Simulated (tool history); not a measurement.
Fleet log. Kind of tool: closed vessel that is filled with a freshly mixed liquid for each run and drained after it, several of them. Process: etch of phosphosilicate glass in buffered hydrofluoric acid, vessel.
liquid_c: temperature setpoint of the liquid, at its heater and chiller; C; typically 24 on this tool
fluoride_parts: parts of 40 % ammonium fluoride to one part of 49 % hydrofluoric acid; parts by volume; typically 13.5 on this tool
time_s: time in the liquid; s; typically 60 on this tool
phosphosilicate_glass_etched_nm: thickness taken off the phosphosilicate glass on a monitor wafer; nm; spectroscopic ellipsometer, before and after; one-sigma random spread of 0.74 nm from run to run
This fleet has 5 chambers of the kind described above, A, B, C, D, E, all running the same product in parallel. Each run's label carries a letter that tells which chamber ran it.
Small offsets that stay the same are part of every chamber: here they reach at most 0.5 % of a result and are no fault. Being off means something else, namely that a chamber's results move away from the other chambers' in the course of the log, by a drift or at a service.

run,day,liquid_c,fluoride_parts,time_s,hours since the thermometer was replaced,hours since the hydrofluoric acid flow meter was replaced,"read-back film thickness of the phosphosilicate glass reference wafer, read on the same gauge (nm)",phosphosilicate_glass_etched_nm
1A,0.488,24,13.5,60,182.6,555.9,130.01,203.09
2B,0.804,24,13.5,60,508.1,1138.9,129.99,203.98
3D,1.296,24,13.5,60,418.4,258.6,129.97,204.57
4C,1.55,24,13.5,60,690.7,79,130.04,203.43
5E,1.833,24,13.5,60,1831.2,969.5,130.01,203.41
6D,2.283,24,13.5,60,442.1,282.3,130,203.58
7A,2.629,24,13.5,60,234,607.3,130,203.65
8B,2.888,24,13.5,60,558.1,1188.9,130,202.91
9C,3.354,21,13.5,30,734,122.3,129.98,86.605
10E,3.858,21,13.5,30,1879.8,1018.1,130.01,86.314
11C,4.2,21,13.5,30,754.3,142.6,129.99,85.696
12D,4.554,21,13.5,30,496.6,336.8,129.98,86.025
13E,4.938,21,13.5,30,1905.7,1044,130.01,86.997
14A,5.246,24,17.5,45,296.8,670.1,129.99,118.8
15B,5.6,24,17.5,45,623.2,1254,130.02,118.04
16D,5.892,24,17.5,45,528.7,368.9,130.01,118.4
17E,6.283,24,17.5,45,1938,1076.3,130.02,118.81
18A,6.562,24,17.5,45,328.4,701.7,130.01,118.63
19C,6.888,24,13.5,60,818.8,207.1,129.99,203.96
20B,7.162,24,13.5,60,660.7,1291.5,130.03,203.61
21B,7.65,24,13.5,60,672.4,1303.2,130,205.03
22E,7.929,24,13.5,60,1977.5,1115.8,130.03,202.98
23D,8.379,24,13.5,60,588.4,428.6,130.01,207.21
24C,8.754,24,13.5,60,863.6,251.9,130,204.38
25A,9.229,24,13.5,60,392.4,765.7,130,205.02
26B,9.621,24,13.5,60,719.7,1350.5,129.96,202.19
27E,9.983,24,13.5,60,2026.8,1165.1,129.99,204.36
28C,10.275,24,13.5,60,900.1,288.4,130,202.74
# day 10.662: chamber D: hydrofluoric acid flow meter replaced
29D,10.779,24,13.5,60,646,2.8,130,211.29
30A,11.167,24,13.5,60,438.9,812.2,130,203.37
31A,11.412,24,13.5,60,444.8,818.1,130.02,204.91
32C,11.867,24,13.5,60,938.3,326.6,129.98,202.57
33D,12.1,24,13.5,60,677.7,34.5,130.01,210.23
34B,12.396,24,13.5,60,786.3,1417.1,130.01,204.74
35E,12.796,24,13.5,60,2094.3,1232.6,130.01,204.01
36B,13.254,24,10,60,806.9,1437.7,129.99,273.64
37A,13.733,24,10,60,500.5,873.8,129.96,272.98
38D,14.104,24,10,60,725.8,82.6,130.02,287.53
39C,14.55,24,10,60,1002.7,391,129.99,272.17

Next, all 5 chambers run the settings below, one line each with question marks for the results. What does each chamber give?
40A,14.912,24,18.5,60,,,,?
40B,14.912,24,18.5,60,,,,?
40C,14.912,24,18.5,60,,,,?
40D,14.912,24,18.5,60,,,,?
40E,14.912,24,18.5,60,,,,?

run,phosphosilicate_glass_etched_nm
40A,148.32
40B,150.5
40C,149.26
40D,157.96
40E,150.26
